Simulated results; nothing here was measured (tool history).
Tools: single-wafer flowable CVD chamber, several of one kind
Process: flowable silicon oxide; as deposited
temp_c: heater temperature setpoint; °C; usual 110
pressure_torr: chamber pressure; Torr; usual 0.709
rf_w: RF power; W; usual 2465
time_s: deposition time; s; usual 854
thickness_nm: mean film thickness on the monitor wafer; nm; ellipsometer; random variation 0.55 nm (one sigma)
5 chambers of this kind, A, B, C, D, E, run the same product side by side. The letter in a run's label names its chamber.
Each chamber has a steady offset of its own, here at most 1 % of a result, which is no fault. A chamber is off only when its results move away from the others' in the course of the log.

run,hour,temp_c,pressure_torr,rf_w,time_s,hours since the last thermocouple change,hours since the last RF generator calibration,hours since the last manometer calibration,"read-back reference wafer on the same gauge, thickness_nm",thickness_nm
1E,3.5,110,0.709,2465,854,307.2,970.5,625.0,301.92,331.56
2C,8.6,110,0.709,2465,854,2618.2,1642.7,1038.6,301.74,331.23
3A,12.9,110,0.709,2465,854,865.3,1296.8,2218.2,301.83,330.64
4B,17.1,110,0.709,2465,854,780.4,1455.1,345.7,301.80,326.86
5D,20.9,110,0.709,2465,854,667.6,252.6,754.6,301.88,327.66
6D,26.0,120,0.709,2465,854,672.7,257.7,759.7,301.62,240.33
7A,28.3,120,0.709,2465,854,880.7,1312.2,2233.6,301.57,242.80
8B,33.0,120,0.709,2465,854,796.3,1471.0,361.6,301.59,238.47
9C,37.9,120,0.709,2465,854,2647.5,1672.0,1067.9,301.52,242.17
10E,42.2,120,0.709,2465,854,345.9,1009.2,663.7,301.49,243.42
11C,46.4,110,0.709,2465,854,2656.0,1680.5,1076.4,301.48,329.22
12A,50.4,110,0.709,2465,854,902.8,1334.3,2255.7,301.45,329.92
13E,54.9,110,0.709,2465,854,358.6,1021.9,676.4,301.34,330.73
14B,60.0,110,0.709,2465,854,823.3,1498.0,388.6,301.15,325.74
15D,63.5,110,0.709,2465,854,710.2,295.2,797.2,301.23,327.65
16D,67.0,110,0.709,2465,854,713.7,298.7,800.7,301.15,327.11
17E,69.4,110,0.709,2465,854,373.1,1036.4,690.9,301.21,330.82
18C,74.2,97,0.709,2465,854,2683.8,1708.3,1104.2,301.18,505.64
19B,78.6,97,0.709,2465,854,841.9,1516.6,407.2,301.13,502.57
20A,81.0,97,0.709,2465,854,933.4,1364.9,2286.3,301.10,504.65
21B,83.4,97,0.709,2465,854,846.7,1521.4,412.0,300.99,504.06
22C,87.0,97,0.709,2465,854,2696.6,1721.1,1117.0,301.07,505.73
23A,91.4,110,0.709,2465,854,943.8,1375.3,2296.7,301.08,328.88
24E,94.1,110,0.709,2465,854,397.8,1061.1,715.6,300.95,329.62
25D,97.6,110,0.709,2020,854,744.3,329.3,831.3,300.71,315.85
26A,101.3,110,0.709,2020,854,953.7,1385.2,2306.6,300.93,318.00
27B,106.0,110,0.709,2020,854,869.3,1544.0,434.6,300.74,315.51
28E,108.7,110,0.709,2020,854,412.4,1075.7,730.2,300.68,318.77
29D,112.0,110,0.709,2020,854,758.7,343.7,845.7,300.77,316.76
30C,115.3,110,0.709,2465,854,2724.9,1749.4,1145.3,300.54,329.06
31B,120.4,110,0.709,2465,854,883.7,1558.4,449.0,300.50,324.64
32D,123.1,110,0.709,2465,854,769.8,354.8,856.8,300.53,326.94
33C,128.1,110,0.709,2465,854,2737.7,1762.2,1158.1,300.53,328.45
34A,131.5,110,0.709,2465,854,983.9,1415.4,2336.8,300.41,327.68
35E,135.1,110,0.709,2465,854,438.8,1102.1,756.6,300.31,329.51
36B,139.2,110,0.709,2465,854,902.5,1577.2,467.8,300.41,324.79
37A,142.9,110,0.709,2465,854,995.3,1426.8,2348.2,300.29,327.97
38C,146.7,110,0.709,2705,854,2756.3,1780.8,1176.7,300.31,331.82
39E,151.6,110,0.709,2705,854,455.3,1118.6,773.1,300.30,332.69
40D,155.0,110,0.709,2705,854,801.7,386.7,888.7,300.13,329.93
41E,158.3,110,0.709,2705,854,462.0,1125.3,779.8,300.19,333.32
42D,161.3,110,0.709,2705,854,808.0,393.0,895.0,299.99,330.30
43C,164.3,110,0.709,2465,697,2773.9,1798.4,1194.3,300.05,267.72
44A,169.4,110,0.709,2465,697,1021.8,1453.3,2374.7,300.02,267.70

Next, every chamber runs the same settings. What will each give?
45A,173.2,110,0.709,2465,854,,,,,?
45B,173.2,110,0.709,2465,854,,,,,?
45C,173.2,110,0.709,2465,854,,,,,?
45D,173.2,110,0.709,2465,854,,,,,?
45E,173.2,110,0.709,2465,854,,,,,?

run,thickness_nm
45A,327.66
45B,323.49
45C,327.94
45D,326.30
45E,329.85
